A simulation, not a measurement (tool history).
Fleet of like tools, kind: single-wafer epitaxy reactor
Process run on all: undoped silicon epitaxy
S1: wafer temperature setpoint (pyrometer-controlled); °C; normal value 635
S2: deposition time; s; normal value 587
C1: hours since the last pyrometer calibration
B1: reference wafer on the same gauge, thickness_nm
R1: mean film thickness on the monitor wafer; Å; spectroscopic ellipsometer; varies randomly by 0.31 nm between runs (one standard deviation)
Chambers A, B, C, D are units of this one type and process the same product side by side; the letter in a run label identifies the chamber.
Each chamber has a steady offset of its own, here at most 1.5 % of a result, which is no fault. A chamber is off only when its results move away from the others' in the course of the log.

run   hour   S1   S2      C1      B1       R1
 1B    7.1  635  587   731.7  76.879   705.21
 2C   12.1  635  587  1209.2  76.903   704.03
 3A   17.2  635  587  1097.9  76.911   701.39
 4D   21.7  635  587  1596.4  76.892   700.52
 5B   25.8  623  587   750.4  76.864   537.71
 6A   31.7  623  587  1112.4  76.924   536.17
 7C   38.9  623  587  1236.0  76.832   538.26
 8D   47.1  623  587  1621.8  76.879   527.82
 9D   55.7  635  587  1630.4  76.890   690.90
10C   64.2  635  587  1261.3  76.933   708.07
11B   69.9  635  587   794.5  77.045   708.63
12A   77.4  635  587  1158.1  76.877   708.11
13D   85.9  635  587  1660.6  76.928   700.41
14C   90.0  635  587  1287.1  76.951   701.93
15A   95.2  635  587  1175.9  76.958   707.40
16B  100.9  635  587   825.5  76.881   711.27
17D  105.6  635  587  1680.3  76.861   696.55
18B  111.2  647  658   835.8  76.875  1045.40
19A  118.1  647  658  1198.8  76.978  1036.70
20C  122.4  647  658  1319.5  76.863  1037.20
21B  129.3  647  658   853.9  76.983  1036.30
22C  138.0  635  587  1335.1  76.961   707.77
23A  146.5  627  513  1227.2  76.857   520.17
24D  150.5  627  513  1725.2  76.939   505.80
25B  157.4  627  513   882.0  76.777   511.13
26A  163.3  627  513  1244.0  76.893   516.47
27D  170.2  635  587  1744.9  76.855   697.34
28C  175.5  635  587  1372.6  76.909   712.17
29D  180.3  635  587  1755.0  76.926   700.30
30A  187.0  635  587  1267.7  76.949   706.73
31C  191.1  635  587  1388.2  76.828   703.53
32B  197.9  635  587   922.5  76.943   708.95
33D  203.3  635  587  1778.0  76.837   692.65
34A  208.5  635  587  1289.2  76.873   711.74
35B  216.3  635  587   940.9  76.852   711.47
36C  224.3  635  587  1421.4  76.870   711.37
37B  232.0  635  587   956.6  76.936   711.74
38A  238.2  635  587  1318.9  76.896   709.45
39C  242.8  635  587  1439.9  76.914   704.12

Does one chamber stand apart from the rest, does the shared gauge drift, or is all well apart from small per-chamber offsets? Give the chamber and the most likely cause, where there is one.

No chamber stands off beyond its own small offset, and the gauge holds steady.
